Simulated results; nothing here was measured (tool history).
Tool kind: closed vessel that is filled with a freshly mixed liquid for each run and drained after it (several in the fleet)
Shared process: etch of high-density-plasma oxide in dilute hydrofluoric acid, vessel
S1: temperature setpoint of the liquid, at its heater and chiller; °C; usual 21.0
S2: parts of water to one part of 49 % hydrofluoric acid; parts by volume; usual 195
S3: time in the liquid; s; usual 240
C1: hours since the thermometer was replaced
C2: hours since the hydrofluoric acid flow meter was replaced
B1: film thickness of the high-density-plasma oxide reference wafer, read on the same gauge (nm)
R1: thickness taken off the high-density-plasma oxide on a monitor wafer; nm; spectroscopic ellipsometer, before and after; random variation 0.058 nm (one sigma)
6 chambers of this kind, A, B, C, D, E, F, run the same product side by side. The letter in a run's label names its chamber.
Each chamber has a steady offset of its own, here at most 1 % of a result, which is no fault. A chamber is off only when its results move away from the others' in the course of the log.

run	hour	S1	S2	S3	C1	C2	B1	R1
# hour 0.7: chamber D: hydrofluoric acid flow meter replaced
1C	8.2	21.0	195	240	1524.1	873.5	40.036	6.1470
2D	13.8	21.0	195	240	21.4	13.1	40.030	6.1080
3B	23.2	21.0	195	240	402.6	723.5	39.991	6.1756
4E	34.1	21.0	195	240	510.2	676.1	40.006	6.1422
# hour 37.1: chamber E: hydrofluoric acid flow meter replaced
5F	40.5	21.0	195	240	1683.9	193.0	40.005	6.0940
6A	52.1	21.0	195	240	336.3	703.5	40.010	6.1288
7D	61.8	21.0	195	240	69.4	61.1	40.023	6.1099
8A	71.2	21.0	195	240	355.4	722.6	39.981	6.1600
9C	79.5	21.0	195	240	1595.4	944.8	40.015	6.2171
10B	87.7	21.0	195	240	467.1	788.0	40.009	6.0253
11E	96.6	21.0	195	240	572.7	59.6	40.000	6.0905
12F	106.1	21.0	195	240	1749.5	258.6	39.970	6.0233
13C	116.8	21.0	195	240	1632.7	982.1	40.043	6.1135
14E	127.5	21.0	195	240	603.6	90.5	39.992	6.1267
15F	133.8	17.0	195	240	1777.2	286.3	39.996	5.1149
16A	140.2	17.0	195	240	424.4	791.6	40.018	5.2392
17B	146.4	17.0	195	240	525.8	846.7	40.005	5.1762
18D	151.9	17.0	195	240	159.5	151.2	39.982	5.2811
# hour 157.3: chamber E: thermometer replaced
19D	162.8	17.0	195	240	170.4	162.1	39.984	5.1259
20F	170.1	17.0	195	240	1813.5	322.6	40.010	5.2583
21C	180.5	21.0	195	240	1696.4	1045.8	40.003	6.1651
22E	191.6	21.0	195	240	34.4	154.6	40.003	6.1414
23B	202.3	21.0	195	240	581.7	902.6	40.003	6.0369
24A	207.5	23.0	125	240	491.7	858.9	39.980	11.0860
25B	213.1	23.0	125	240	592.5	913.4	39.994	11.1200
26A	218.6	23.0	125	240	502.8	870.0	40.021	11.1010
27F	223.9	23.0	125	240	1867.3	376.4	39.965	10.9090
28E	233.9	23.0	125	240	76.7	196.9	39.975	11.0890
29C	241.8	23.0	125	240	1757.7	1107.1	40.002	11.4300
30D	249.1	21.0	195	240	256.7	248.4	40.007	6.0794
31E	257.3	21.0	195	240	100.1	220.3	40.002	6.1278
32B	266.0	25.0	195	240	645.4	966.3	40.009	7.1442
33D	274.3	25.0	195	240	281.9	273.6	40.007	6.9997
34F	282.3	25.0	195	240	1925.7	434.8	39.973	7.1415
35C	288.3	25.0	195	240	1804.2	1153.6	40.032	7.2364
36A	293.9	25.0	195	240	578.1	945.3	39.993	7.2605
37A	305.2	25.0	195	240	589.4	956.6	39.983	7.0522
38D	314.1	17.5	250	240	321.7	313.4	39.999	3.9545
39E	322.3	17.5	250	240	165.1	285.3	40.024	3.9390
40B	329.3	17.5	250	240	708.7	1029.6	39.994	3.9396
41C	339.4	17.5	250	240	1855.3	1204.7	40.007	4.0395

Read the log: is a single chamber off, either drifting away or since a service, is the gauge that measures every chamber drifting, or is nothing wrong beyond small per-chamber offsets? Name any odd chamber and what most likely caused it.

The fleet is healthy, with each chamber sitting at its usual small offset and no drift in the gauge.
